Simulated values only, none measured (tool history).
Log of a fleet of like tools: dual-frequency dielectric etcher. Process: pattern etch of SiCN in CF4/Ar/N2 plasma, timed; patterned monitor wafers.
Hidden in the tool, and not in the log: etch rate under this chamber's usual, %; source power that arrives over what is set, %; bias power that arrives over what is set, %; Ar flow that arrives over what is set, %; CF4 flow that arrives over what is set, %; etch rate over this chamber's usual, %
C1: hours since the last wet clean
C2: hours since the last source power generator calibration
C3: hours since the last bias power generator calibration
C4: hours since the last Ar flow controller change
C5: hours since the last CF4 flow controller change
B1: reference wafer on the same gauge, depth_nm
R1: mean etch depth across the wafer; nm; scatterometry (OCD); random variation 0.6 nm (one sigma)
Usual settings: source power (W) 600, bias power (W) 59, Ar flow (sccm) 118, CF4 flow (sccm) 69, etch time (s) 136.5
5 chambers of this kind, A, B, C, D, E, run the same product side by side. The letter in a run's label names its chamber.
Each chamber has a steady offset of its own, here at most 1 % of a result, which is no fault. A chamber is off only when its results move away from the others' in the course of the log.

Run 1D, hour 4.3: usual settings; C1 254.3; C2 965.6; C3 272.8; C4 2593.6; C5 2235.0; B1 160.92. Result: R1 135.86 nm.
At hour 6.2: chamber E: bias power generator calibrated.
Run 2A, hour 8.0: usual settings; C1 366.6; C2 930.1; C3 3579.5; C4 1538.7; C5 2497.2; B1 161.03. Result: R1 137.99 nm.
Run 3E, hour 13.8: usual settings; C1 549.9; C2 228.2; C3 7.7; C4 4034.3; C5 1427.7; B1 161.02. Result: R1 138.12 nm.
At hour 16.9: chamber C: Ar flow controller replaced.
Run 4C, hour 20.4: usual settings; C1 160.3; C2 195.5; C3 2728.6; C4 3.5; C5 2367.4; B1 161.00. Result: R1 138.23 nm.
Run 5B, hour 27.1: usual settings; C1 542.1; C2 731.8; C3 279.9; C4 2368.5; C5 1324.8; B1 160.94. Result: R1 137.58 nm.
At hour 31.0: chamber E: wet clean of the chamber.
Run 6B, hour 33.5: usual settings; C1 548.5; C2 738.2; C3 286.3; C4 2374.9; C5 1331.2; B1 161.00. Result: R1 137.60 nm.
Run 7A, hour 39.1: usual settings but source power (W) 740, bias power (W) 49; C1 397.7; C2 961.2; C3 3610.6; C4 1569.8; C5 2528.3; B1 161.02. Result: R1 157.86 nm.
Run 8E, hour 44.9: usual settings but source power (W) 740, bias power (W) 49; C1 13.9; C2 259.3; C3 38.8; C4 4065.4; C5 1458.8; B1 160.91. Result: R1 156.90 nm.
At hour 45.7: chamber B: wet clean of the chamber.
Run 9D, hour 49.9: usual settings but source power (W) 740, bias power (W) 49; C1 299.9; C2 1011.2; C3 318.4; C4 2639.2; C5 2280.6; B1 161.02. Result: R1 155.41 nm.
Run 10C, hour 54.4: usual settings but source power (W) 740, bias power (W) 49; C1 194.3; C2 229.5; C3 2762.6; C4 37.5; C5 2401.4; B1 160.98. Result: R1 156.21 nm.
Run 11A, hour 60.2: usual settings but source power (W) 740, bias power (W) 49; C1 418.8; C2 982.3; C3 3631.7; C4 1590.9; C5 2549.4; B1 161.07. Result: R1 157.40 nm.
Run 12E, hour 68.1: usual settings; C1 37.1; C2 282.5; C3 62.0; C4 4088.6; C5 1482.0; B1 161.03. Result: R1 137.44 nm.
Run 13B, hour 75.4: usual settings; C1 29.8; C2 780.1; C3 328.2; C4 2416.8; C5 1373.1; B1 161.07. Result: R1 137.62 nm.
Run 14D, hour 82.1: usual settings but Ar flow (sccm) 101, etch time (s) 153.0; C1 332.1; C2 1043.4; C3 350.6; C4 2671.4; C5 2312.8; B1 161.22. Result: R1 159.62 nm.
Run 15C, hour 87.0: usual settings but Ar flow (sccm) 101, etch time (s) 153.0; C1 226.9; C2 262.1; C3 2795.2; C4 70.1; C5 2434.0; B1 161.06. Result: R1 160.27 nm.
Run 16D, hour 92.4: usual settings but Ar flow (sccm) 101, etch time (s) 153.0; C1 342.4; C2 1053.7; C3 360.9; C4 2681.7; C5 2323.1; B1 161.02. Result: R1 158.20 nm.
At hour 92.8: chamber A: wet clean of the chamber.
Run 17E, hour 98.2: usual settings but Ar flow (sccm) 101, etch time (s) 153.0; C1 67.2; C2 312.6; C3 92.1; C4 4118.7; C5 1512.1; B1 160.78. Result: R1 158.54 nm.
Run 18C, hour 102.7: usual settings but Ar flow (sccm) 101, etch time (s) 153.0; C1 242.6; C2 277.8; C3 2810.9; C4 85.8; C5 2449.7; B1 161.03. Result: R1 158.60 nm.
Run 19A, hour 109.2: usual settings but source power (W) 500; C1 16.5; C2 1031.3; C3 3680.7; C4 1639.9; C5 2598.4; B1 161.08. Result: R1 118.09 nm.
Run 20B, hour 113.2: usual settings but source power (W) 500; C1 67.6; C2 817.9; C3 366.0; C4 2454.6; C5 1410.9; B1 161.04. Result: R1 117.19 nm.
Run 21B, hour 121.1: usual settings but source power (W) 500; C1 75.5; C2 825.8; C3 373.9; C4 2462.5; C5 1418.8; B1 160.99. Result: R1 116.74 nm.
Run 22A, hour 126.2: usual settings but source power (W) 500; C1 33.5; C2 1048.3; C3 3697.7; C4 1656.9; C5 2615.4; B1 161.06. Result: R1 117.74 nm.
Run 23D, hour 132.2: usual settings but source power (W) 500; C1 382.2; C2 1093.5; C3 400.7; C4 2721.5; C5 2362.9; B1 161.13. Result: R1 118.51 nm.
Run 24E, hour 139.3: usual settings; C1 108.3; C2 353.7; C3 133.2; C4 4159.8; C5 1553.2; B1 161.02. Result: R1 138.81 nm.
Run 25C, hour 143.2: usual settings; C1 283.1; C2 318.3; C3 2851.4; C4 126.3; C5 2490.2; B1 160.88. Result: R1 137.89 nm.
Run 26A, hour 147.7: usual settings; C1 55.0; C2 1069.8; C3 3719.2; C4 1678.4; C5 2636.9; B1 161.02. Result: R1 138.21 nm.
Run 27B, hour 154.9: usual settings; C1 109.3; C2 859.6; C3 407.7; C4 2496.3; C5 1452.6; B1 160.99. Result: R1 137.11 nm.
Run 28C, hour 159.9: usual settings but source power (W) 480; C1 299.8; C2 335.0; C3 2868.1; C4 143.0; C5 2506.9; B1 160.96. Result: R1 112.70 nm.
Run 29D, hour 165.1: usual settings but source power (W) 480; C1 415.1; C2 1126.4; C3 433.6; C4 2754.4; C5 2395.8; B1 160.91. Result: R1 115.81 nm.
Run 30E, hour 169.7: usual settings but source power (W) 480; C1 138.7; C2 384.1; C3 163.6; C4 4190.2; C5 1583.6; B1 161.03. Result: R1 113.73 nm.
Run 31B, hour 177.6: usual settings but source power (W) 480; C1 132.0; C2 882.3; C3 430.4; C4 2519.0; C5 1475.3; B1 161.02. Result: R1 113.29 nm.
Run 32D, hour 184.6: usual settings but source power (W) 480; C1 434.6; C2 1145.9; C3 453.1; C4 2773.9; C5 2415.3; B1 161.00. Result: R1 115.80 nm.
Run 33E, hour 190.8: usual settings; C1 159.8; C2 405.2; C3 184.7; C4 4211.3; C5 1604.7; B1 161.14. Result: R1 137.84 nm.
Run 34A, hour 196.2: usual settings but Ar flow (sccm) 129, etch time (s) 120.0; C1 103.5; C2 1118.3; C3 3767.7; C4 1726.9; C5 2685.4; B1 160.98. Result: R1 120.11 nm.
Run 35C, hour 201.9: usual settings but Ar flow (sccm) 129, etch time (s) 120.0; C1 341.8; C2 377.0; C3 2910.1; C4 185.0; C5 2548.9; B1 161.27. Result: R1 120.51 nm.
Run 36C, hour 207.5: usual settings but Ar flow (sccm) 129, etch time (s) 120.0; C1 347.4; C2 382.6; C3 2915.7; C4 190.6; C5 2554.5; B1 160.94. Result: R1 118.72 nm.
At hour 207.8: chamber A: bias power generator calibrated.
At hour 211.6: chamber A: CF4 flow controller replaced.
Run 37E, hour 212.2: usual settings but Ar flow (sccm) 129, etch time (s) 120.0; C1 181.2; C2 426.6; C3 206.1; C4 4232.7; C5 1626.1; B1 161.01. Result: R1 118.86 nm.
Run 38A, hour 215.7: usual settings but Ar flow (sccm) 129, etch time (s) 120.0; C1 123.0; C2 1137.8; C3 7.9; C4 1746.4; C5 4.1; B1 161.00. Result: R1 119.69 nm.
Run 39B, hour 222.7: usual settings; C1 177.1; C2 927.4; C3 475.5; C4 2564.1; C5 1520.4; B1 160.95. Result: R1 135.41 nm.
Run 40D, hour 230.2: usual settings; C1 480.2; C2 1191.5; C3 498.7; C4 2819.5; C5 2460.9; B1 160.89. Result: R1 143.56 nm.
Run 41D, hour 234.3: usual settings; C1 484.3; C2 1195.6; C3 502.8; C4 2823.6; C5 2465.0; B1 160.93. Result: R1 143.94 nm.

All 5 chambers run these settings next. Forecast each chamber's results:
Run 42A, hour 240.2: usual settings. Result: R1 ?.
Run 42B, hour 240.2: usual settings. Result: R1 ?.
Run 42C, hour 240.2: usual settings. Result: R1 ?.
Run 42D, hour 240.2: usual settings. Result: R1 ?.
Run 42E, hour 240.2: usual settings. Result: R1 ?.

run      R1
42A  139.04
42B  136.53
42C  137.87
42D  144.79
42E  138.40

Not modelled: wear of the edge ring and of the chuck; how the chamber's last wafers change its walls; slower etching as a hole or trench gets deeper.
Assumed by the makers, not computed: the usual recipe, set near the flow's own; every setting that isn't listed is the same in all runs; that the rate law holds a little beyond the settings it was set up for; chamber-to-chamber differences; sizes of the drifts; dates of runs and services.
